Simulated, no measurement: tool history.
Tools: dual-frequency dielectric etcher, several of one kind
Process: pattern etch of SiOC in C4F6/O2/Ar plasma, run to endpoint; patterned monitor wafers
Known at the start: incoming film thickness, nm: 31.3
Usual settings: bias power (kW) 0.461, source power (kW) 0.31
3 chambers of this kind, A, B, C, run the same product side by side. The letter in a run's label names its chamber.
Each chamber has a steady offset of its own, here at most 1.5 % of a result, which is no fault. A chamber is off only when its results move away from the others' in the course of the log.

run,hour,bias power (kW),source power (kW),endpoint time (s)
1A,8.7,0.461,0.31,12.088
2C,19.4,0.461,0.31,11.693
3B,31.5,0.461,0.31,11.981
# hour 32.6: chamber C: wet clean of the chamber
4A,44.1,0.461,0.31,11.921
5C,58.7,0.461,0.31,11.756
6B,73.2,0.461,0.31,12.037
7A,82.8,0.389,0.23,14.265
8B,95.5,0.389,0.23,14.227
9C,109.4,0.389,0.23,13.999
10A,117.9,0.461,0.31,11.978
11C,131.9,0.461,0.31,11.794
12B,139.1,0.461,0.31,12.03
# hour 147.5: chamber B: wet clean of the chamber
13C,152.6,0.461,0.31,11.747
14B,166.9,0.461,0.31,11.967
15A,178.5,0.461,0.31,11.98
16C,192.5,0.461,0.31,11.758
17B,201,0.461,0.31,11.944
18A,213.7,0.461,0.31,11.998
# hour 215.9: chamber A: wet clean of the chamber
19C,222.5,0.461,0.31,11.849
20B,236.5,0.461,0.31,12
21A,248.2,0.461,0.31,12.006
22C,264.6,0.461,0.31,11.814
23B,279.9,0.461,0.31,12.018
24A,292.6,0.461,0.31,12.097
25C,302.8,0.461,0.31,11.717
26B,314.3,0.352,0.34,12.863
27A,329.5,0.352,0.34,12.821
28C,346,0.352,0.34,12.6
29A,356.8,0.461,0.34,11.648
30B,368.2,0.461,0.34,11.644

What goes on in this fleet: one chamber off, a drifting gauge, or nothing beyond the chambers' own small offsets? Name the chamber and the cause, if any.

No chamber stands off beyond its own small offset, and the gauge holds steady.
